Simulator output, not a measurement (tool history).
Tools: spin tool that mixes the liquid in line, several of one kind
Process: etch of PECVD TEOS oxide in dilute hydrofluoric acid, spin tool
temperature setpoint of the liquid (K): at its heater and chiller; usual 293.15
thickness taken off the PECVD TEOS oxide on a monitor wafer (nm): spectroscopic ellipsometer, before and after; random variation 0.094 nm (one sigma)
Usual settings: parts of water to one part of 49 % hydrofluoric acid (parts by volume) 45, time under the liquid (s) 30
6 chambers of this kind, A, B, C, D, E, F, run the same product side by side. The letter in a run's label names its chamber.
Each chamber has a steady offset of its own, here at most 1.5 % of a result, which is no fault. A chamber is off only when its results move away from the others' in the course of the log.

run	hour	temperature setpoint of the liquid (K)	parts of water to one part of 49 % hydrofluoric acid (parts by volume)	time under the liquid (s)	hours since the thermometer was replaced	hours since the hydrofluoric acid flow meter was replaced	read-back film thickness of the PECVD TEOS oxide reference wafer, read on the same gauge (nm)	thickness taken off the PECVD TEOS oxide on a monitor wafer (nm)
1F	4.7	293.15	45	30	856.9	172.7	70.014	11.1550
2E	10.5	293.15	45	30	565.7	1897.0	70.011	11.2670
3B	15.2	293.15	45	30	1595.1	15.8	69.926	11.1630
4A	21.3	293.15	45	30	577.1	79.5	70.032	11.0960
5D	25.2	293.15	45	30	1235.9	248.5	69.994	11.0100
6C	32.8	293.15	45	30	344.0	160.8	69.985	11.2880
7D	37.4	290.15	65	30	1248.1	260.7	69.982	6.6097
8E	43.6	290.15	65	30	598.8	1930.1	70.015	6.6799
9C	49.3	290.15	65	30	360.5	177.3	70.053	6.7419
10B	54.7	290.15	65	30	1634.6	55.3	69.996	6.5508
11F	59.3	290.15	65	30	911.5	227.3	69.976	6.5124
12A	67.4	290.15	65	30	623.2	125.6	70.008	6.7005
13E	73.6	290.15	45	15	628.8	1960.1	69.974	4.9321
14C	78.0	290.15	45	15	389.2	206.0	70.016	4.9455
15D	82.1	290.15	45	15	1292.8	305.4	69.995	4.9381
16A	85.9	290.15	45	15	641.7	144.1	70.037	4.8848
17B	93.9	290.15	45	15	1673.8	94.5	70.048	4.8939
18F	98.1	290.15	45	15	950.3	266.1	69.958	4.6966
19E	103.3	293.15	45	30	658.5	1989.8	70.010	11.2880
20F	109.3	293.15	45	30	961.5	277.3	70.017	10.6990
21C	116.9	293.15	45	30	428.1	244.9	69.962	11.1520
22D	124.3	293.15	45	30	1335.0	347.6	70.071	11.0070
23A	132.5	293.15	45	30	688.3	190.7	70.015	10.9460
24B	140.3	293.15	45	30	1720.2	140.9	70.010	11.1630
25A	145.6	293.15	45	30	701.4	203.8	70.001	11.2500
26B	152.1	293.15	45	30	1732.0	152.7	70.028	11.1250
27C	159.6	293.15	60	15	470.8	287.6	69.990	4.1435
28F	167.9	293.15	60	15	1020.1	335.9	70.002	3.8049
29D	174.4	293.15	60	15	1385.1	397.7	70.033	4.1193
30E	180.8	293.15	60	15	736.0	2067.3	70.001	4.0957
31C	185.9	293.15	60	15	497.1	313.9	69.977	4.1106
32A	191.4	293.15	60	15	747.2	249.6	70.027	4.1058
33F	199.8	293.15	45	30	1052.0	367.8	70.017	10.2810
# hour 202.4: chamber E: hydrofluoric acid flow meter replaced
# hour 206.9: chamber D: thermometer replaced
34E	207.8	293.15	45	30	763.0	5.4	70.012	11.1670
35D	213.8	295.15	45	30	7.0	437.1	69.986	11.9910
36B	221.4	295.15	45	30	1801.3	222.0	69.986	12.0570
37C	225.7	295.15	45	30	536.9	353.7	69.984	12.3280
38D	232.5	295.15	45	30	25.7	455.8	70.041	12.0280
39E	238.4	295.15	45	30	793.6	36.0	69.996	12.2060
40A	244.4	295.15	45	30	800.2	302.6	69.989	12.1560
41B	248.1	293.15	45	30	1828.0	248.7	70.007	11.1750

All 6 chambers run these settings next. Forecast each chamber's results:
42A	254.1	293.15	45	30				?
42B	254.1	293.15	45	30				?
42C	254.1	293.15	45	30				?
42D	254.1	293.15	45	30				?
42E	254.1	293.15	45	30				?
42F	254.1	293.15	45	30				?

run	thickness taken off the PECVD TEOS oxide on a monitor wafer (nm)
42A	11.2210
42B	11.2500
42C	11.2330
42D	11.1930
42E	11.1960
42F	10.1190

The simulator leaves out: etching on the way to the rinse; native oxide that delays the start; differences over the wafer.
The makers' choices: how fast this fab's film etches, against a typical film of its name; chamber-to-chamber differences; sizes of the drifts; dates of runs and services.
